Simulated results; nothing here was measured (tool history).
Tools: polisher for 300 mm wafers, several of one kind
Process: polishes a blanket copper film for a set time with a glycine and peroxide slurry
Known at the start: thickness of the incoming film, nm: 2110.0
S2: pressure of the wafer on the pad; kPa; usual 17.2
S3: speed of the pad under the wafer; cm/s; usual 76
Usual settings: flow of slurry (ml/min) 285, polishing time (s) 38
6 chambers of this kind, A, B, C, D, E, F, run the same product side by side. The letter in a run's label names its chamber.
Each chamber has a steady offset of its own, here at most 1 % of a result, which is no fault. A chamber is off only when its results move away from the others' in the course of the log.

{"day": 0.121, "done": "chamber F: worn pad replaced by a new one"}
{"run": "1F", "day": 0.146, "flow of slurry (ml/min)": 285, "S2": 17.2, "S3": 76, "polishing time (s)": 38, "film removed (nm)": 141.87}
{"run": "2C", "day": 0.308, "flow of slurry (ml/min)": 285, "S2": 17.2, "S3": 76, "polishing time (s)": 38, "film removed (nm)": 146.55}
{"day": 0.492, "done": "chamber D: slurry nozzle cleaned"}
{"run": "3B", "day": 0.521, "flow of slurry (ml/min)": 285, "S2": 17.2, "S3": 76, "polishing time (s)": 38, "film removed (nm)": 145.94}
{"day": 0.796, "done": "chamber A: worn pad replaced by a new one"}
{"run": "4E", "day": 0.796, "flow of slurry (ml/min)": 285, "S2": 17.2, "S3": 76, "polishing time (s)": 38, "film removed (nm)": 145.23}
{"day": 1.021, "done": "chamber D: worn pad replaced by a new one"}
{"run": "5A", "day": 1.079, "flow of slurry (ml/min)": 285, "S2": 17.2, "S3": 76, "polishing time (s)": 38, "film removed (nm)": 143.58}
{"run": "6D", "day": 1.342, "flow of slurry (ml/min)": 285, "S2": 17.2, "S3": 76, "polishing time (s)": 38, "film removed (nm)": 145.47}
{"run": "7D", "day": 1.633, "flow of slurry (ml/min)": 285, "S2": 17.2, "S3": 76, "polishing time (s)": 38, "film removed (nm)": 147.64}
{"run": "8F", "day": 1.775, "flow of slurry (ml/min)": 285, "S2": 17.2, "S3": 60, "polishing time (s)": 26, "film removed (nm)": 83.508}
{"run": "9C", "day": 1.962, "flow of slurry (ml/min)": 285, "S2": 17.2, "S3": 60, "polishing time (s)": 26, "film removed (nm)": 80.64}
{"run": "10B", "day": 2.108, "flow of slurry (ml/min)": 285, "S2": 17.2, "S3": 60, "polishing time (s)": 26, "film removed (nm)": 83.914}
{"run": "11A", "day": 2.333, "flow of slurry (ml/min)": 285, "S2": 17.2, "S3": 60, "polishing time (s)": 26, "film removed (nm)": 85.288}
{"day": 2.467, "done": "chamber F: worn pad replaced by a new one"}
{"run": "12E", "day": 2.538, "flow of slurry (ml/min)": 285, "S2": 17.2, "S3": 60, "polishing time (s)": 26, "film removed (nm)": 85.293}
{"day": 2.546, "done": "chamber C: worn pad replaced by a new one"}
{"run": "13F", "day": 2.742, "flow of slurry (ml/min)": 285, "S2": 17.2, "S3": 60, "polishing time (s)": 26, "film removed (nm)": 82.216}
{"day": 2.788, "done": "chamber D: worn pad replaced by a new one"}
{"run": "14E", "day": 2.896, "flow of slurry (ml/min)": 285, "S2": 17.2, "S3": 76, "polishing time (s)": 38, "film removed (nm)": 147.8}
{"run": "15A", "day": 3.062, "flow of slurry (ml/min)": 285, "S2": 17.2, "S3": 76, "polishing time (s)": 38, "film removed (nm)": 143.35}
{"day": 3.108, "done": "chamber E: slurry nozzle cleaned"}
{"run": "16B", "day": 3.212, "flow of slurry (ml/min)": 285, "S2": 17.2, "S3": 76, "polishing time (s)": 45, "film removed (nm)": 174.65}
{"day": 3.308, "done": "chamber A: head pressure recalibrated"}
{"run": "17C", "day": 3.492, "flow of slurry (ml/min)": 285, "S2": 17.2, "S3": 76, "polishing time (s)": 45, "film removed (nm)": 170.05}
{"run": "18D", "day": 3.671, "flow of slurry (ml/min)": 285, "S2": 17.2, "S3": 76, "polishing time (s)": 45, "film removed (nm)": 174.31}
{"day": 3.729, "done": "chamber E: worn pad replaced by a new one"}
{"run": "19A", "day": 3.796, "flow of slurry (ml/min)": 285, "S2": 17.2, "S3": 76, "polishing time (s)": 45, "film removed (nm)": 175.16}
{"run": "20D", "day": 3.988, "flow of slurry (ml/min)": 285, "S2": 17.2, "S3": 76, "polishing time (s)": 45, "film removed (nm)": 174.13}
{"day": 4.0, "done": "chamber B: worn pad replaced by a new one"}
{"run": "21F", "day": 4.233, "flow of slurry (ml/min)": 285, "S2": 17.2, "S3": 76, "polishing time (s)": 45, "film removed (nm)": 170.8}
{"run": "22E", "day": 4.404, "flow of slurry (ml/min)": 285, "S2": 17.2, "S3": 76, "polishing time (s)": 38, "film removed (nm)": 145.32}
{"day": 4.458, "done": "chamber F: worn pad replaced by a new one"}
{"run": "23B", "day": 4.596, "flow of slurry (ml/min)": 285, "S2": 17.2, "S3": 76, "polishing time (s)": 38, "film removed (nm)": 142.38}
{"run": "24C", "day": 4.858, "flow of slurry (ml/min)": 285, "S2": 17.2, "S3": 76, "polishing time (s)": 38, "film removed (nm)": 144.7}
{"run": "25E", "day": 5.062, "flow of slurry (ml/min)": 285, "S2": 17.2, "S3": 76, "polishing time (s)": 38, "film removed (nm)": 148.11}
{"day": 5.092, "done": "chamber D: worn pad replaced by a new one"}
{"day": 5.204, "done": "chamber B: head pressure recalibrated"}
{"run": "26D", "day": 5.258, "flow of slurry (ml/min)": 285, "S2": 17.2, "S3": 76, "polishing time (s)": 38, "film removed (nm)": 145.69}
{"day": 5.462, "done": "chamber C: slurry nozzle cleaned"}
{"run": "27F", "day": 5.475, "flow of slurry (ml/min)": 285, "S2": 17.2, "S3": 76, "polishing time (s)": 38, "film removed (nm)": 147.78}
{"run": "28C", "day": 5.742, "flow of slurry (ml/min)": 285, "S2": 11.7, "S3": 76, "polishing time (s)": 30, "film removed (nm)": 86.047}
{"day": 5.796, "done": "chamber C: worn pad replaced by a new one"}
{"day": 5.896, "done": "chamber A: worn pad replaced by a new one"}
{"run": "29B", "day": 5.908, "flow of slurry (ml/min)": 285, "S2": 11.7, "S3": 76, "polishing time (s)": 30, "film removed (nm)": 88.298}
{"run": "30A", "day": 6.196, "flow of slurry (ml/min)": 285, "S2": 11.7, "S3": 76, "polishing time (s)": 30, "film removed (nm)": 89.547}
{"run": "31F", "day": 6.488, "flow of slurry (ml/min)": 285, "S2": 11.7, "S3": 76, "polishing time (s)": 30, "film removed (nm)": 88.037}
{"day": 6.662, "done": "chamber F: slurry nozzle cleaned"}
{"run": "32E", "day": 6.729, "flow of slurry (ml/min)": 285, "S2": 11.7, "S3": 76, "polishing time (s)": 30, "film removed (nm)": 86.132}
{"day": 6.908, "done": "chamber D: worn pad replaced by a new one"}
{"run": "33B", "day": 6.912, "flow of slurry (ml/min)": 285, "S2": 11.7, "S3": 76, "polishing time (s)": 30, "film removed (nm)": 87.272}
{"day": 6.992, "done": "chamber F: worn pad replaced by a new one"}
{"run": "34D", "day": 7.138, "flow of slurry (ml/min)": 285, "S2": 17.2, "S3": 76, "polishing time (s)": 38, "film removed (nm)": 143.09}
{"run": "35A", "day": 7.3, "flow of slurry (ml/min)": 285, "S2": 17.2, "S3": 76, "polishing time (s)": 38, "film removed (nm)": 147.91}
{"run": "36C", "day": 7.504, "flow of slurry (ml/min)": 285, "S2": 19.3, "S3": 76, "polishing time (s)": 38, "film removed (nm)": 160.52}
{"run": "37E", "day": 7.642, "flow of slurry (ml/min)": 285, "S2": 19.3, "S3": 76, "polishing time (s)": 38, "film removed (nm)": 159.47}
{"run": "38D", "day": 7.908, "flow of slurry (ml/min)": 285, "S2": 19.3, "S3": 76, "polishing time (s)": 38, "film removed (nm)": 158.81}
{"run": "39A", "day": 8.133, "flow of slurry (ml/min)": 285, "S2": 19.3, "S3": 76, "polishing time (s)": 38, "film removed (nm)": 160.4}
{"run": "40B", "day": 8.346, "flow of slurry (ml/min)": 285, "S2": 19.3, "S3": 76, "polishing time (s)": 38, "film removed (nm)": 160.98}
{"run": "41C", "day": 8.588, "flow of slurry (ml/min)": 285, "S2": 19.3, "S3": 76, "polishing time (s)": 38, "film removed (nm)": 157.16}
{"day": 8.679, "done": "chamber B: worn pad replaced by a new one"}
{"day": 8.708, "done": "chamber D: worn pad replaced by a new one"}
{"run": "42F", "day": 8.775, "flow of slurry (ml/min)": 285, "S2": 17.2, "S3": 76, "polishing time (s)": 38, "film removed (nm)": 143.19}
{"run": "43B", "day": 9.071, "flow of slurry (ml/min)": 285, "S2": 17.2, "S3": 76, "polishing time (s)": 38, "film removed (nm)": 145.22}
{"run": "44D", "day": 9.304, "flow of slurry (ml/min)": 285, "S2": 17.2, "S3": 76, "polishing time (s)": 38, "film removed (nm)": 142.11}

Next, every chamber runs the same settings. What will each give?
{"run": "45A", "day": 9.517, "flow of slurry (ml/min)": 285, "S2": 17.2, "S3": 76, "polishing time (s)": 38, "film removed (nm)": "?"}
{"run": "45B", "day": 9.517, "flow of slurry (ml/min)": 285, "S2": 17.2, "S3": 76, "polishing time (s)": 38, "film removed (nm)": "?"}
{"run": "45C", "day": 9.517, "flow of slurry (ml/min)": 285, "S2": 17.2, "S3": 76, "polishing time (s)": 38, "film removed (nm)": "?"}
{"run": "45D", "day": 9.517, "flow of slurry (ml/min)": 285, "S2": 17.2, "S3": 76, "polishing time (s)": 38, "film removed (nm)": "?"}
{"run": "45E", "day": 9.517, "flow of slurry (ml/min)": 285, "S2": 17.2, "S3": 76, "polishing time (s)": 38, "film removed (nm)": "?"}
{"run": "45F", "day": 9.517, "flow of slurry (ml/min)": 285, "S2": 17.2, "S3": 76, "polishing time (s)": 38, "film removed (nm)": "?"}

run=45A film_removed_(nm)=148.59
run=45B film_removed_(nm)=144.09
run=45C film_removed_(nm)=141.75
run=45D film_removed_(nm)=146.34
run=45E film_removed_(nm)=144.28
run=45F film_removed_(nm)=144.18
